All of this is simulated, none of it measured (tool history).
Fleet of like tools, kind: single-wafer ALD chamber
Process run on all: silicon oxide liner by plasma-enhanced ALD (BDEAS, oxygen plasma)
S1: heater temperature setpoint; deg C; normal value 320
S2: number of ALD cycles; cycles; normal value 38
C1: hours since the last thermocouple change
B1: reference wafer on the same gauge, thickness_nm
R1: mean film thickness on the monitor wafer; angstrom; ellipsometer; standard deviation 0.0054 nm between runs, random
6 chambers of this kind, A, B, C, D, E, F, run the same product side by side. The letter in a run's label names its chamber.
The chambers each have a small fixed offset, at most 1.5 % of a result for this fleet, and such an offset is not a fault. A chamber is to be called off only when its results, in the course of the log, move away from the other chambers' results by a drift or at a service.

run,day,S1,S2,C1,B1,R1
# day 0.483: chamber F: thermocouple changed; heater temperature recalibrated
1F,0.612,320,38,3.2,4.0612,34.436
2E,0.946,320,38,158.5,4.0598,34.846
3A,1.558,320,38,690.6,4.0612,34.372
4C,2.1,320,38,279.7,4.0612,34.557
5B,2.625,320,38,1125.8,4.0632,34.425
6D,3.142,320,38,1321.4,4.0629,34.349
7B,3.475,320,38,1146.2,4.0649,34.52
8E,3.954,320,38,230.7,4.0656,34.706
9F,4.562,320,38,98,4.066,34.337
10A,5,320,38,773.2,4.0661,34.344
11C,5.542,320,38,362.3,4.0684,34.609
12D,5.85,320,38,1386.4,4.0677,34.293
13E,6.279,320,38,286.5,4.0672,34.903
14D,6.658,320,38,1405.8,4.0706,34.324
15B,7.208,333,38,1235.8,4.0711,33.869
16F,7.583,333,38,170.5,4.0704,33.799
# day 7.625: chamber B: thermocouple changed; heater temperature recalibrated
17C,7.896,333,38,418.8,4.0712,34.018
18A,8.475,333,38,856.6,4.071,33.779
19B,8.833,333,38,29,4.0725,33.939
20A,9.154,333,38,872.9,4.0718,33.706
21D,9.479,320,38,1473.5,4.0728,34.379
22F,10.021,320,38,229,4.0734,34.444
23C,10.304,320,38,476.6,4.0729,34.777
24E,10.904,320,38,397.5,4.0738,34.934
25A,11.246,307,33,923.1,4.0741,30.456
26F,11.554,307,33,265.8,4.0761,30.414
27C,12.096,307,33,519.6,4.0782,30.682
28D,12.504,307,33,1546.1,4.0763,30.47
29B,13.088,307,33,131.1,4.0771,30.611
30E,13.567,307,33,461.4,4.0797,30.842
# day 13.862: chamber A: thermocouple changed; heater temperature recalibrated
31D,13.892,320,38,1579.4,4.0791,34.369
32A,14.404,320,38,13,4.0799,34.461
33C,14.883,320,38,586.5,4.0803,34.766
34B,15.462,320,38,188.1,4.082,34.611
35E,16.029,320,38,520.5,4.0825,34.943
# day 16.333: chamber D: thermocouple changed; heater temperature recalibrated
36F,16.625,320,38,387.5,4.0827,34.517
37A,17.171,306,43,79.4,4.0829,39.82
38B,17.5,306,43,237,4.0844,40.028
39D,17.975,306,43,39.4,4.0843,39.635
40F,18.371,306,43,429.4,4.0852,39.87
41E,18.642,306,43,583.2,4.0853,40.393

Does one chamber stand apart from the rest, does the shared gauge drift, or is all well apart from small per-chamber offsets? Give the chamber and the most likely cause, where there is one.

It is the gauge, not a chamber: its drift shows up in every chamber's results at once, and no chamber is off.
Likeliest cause: gauge reads high (%) = 0.64.
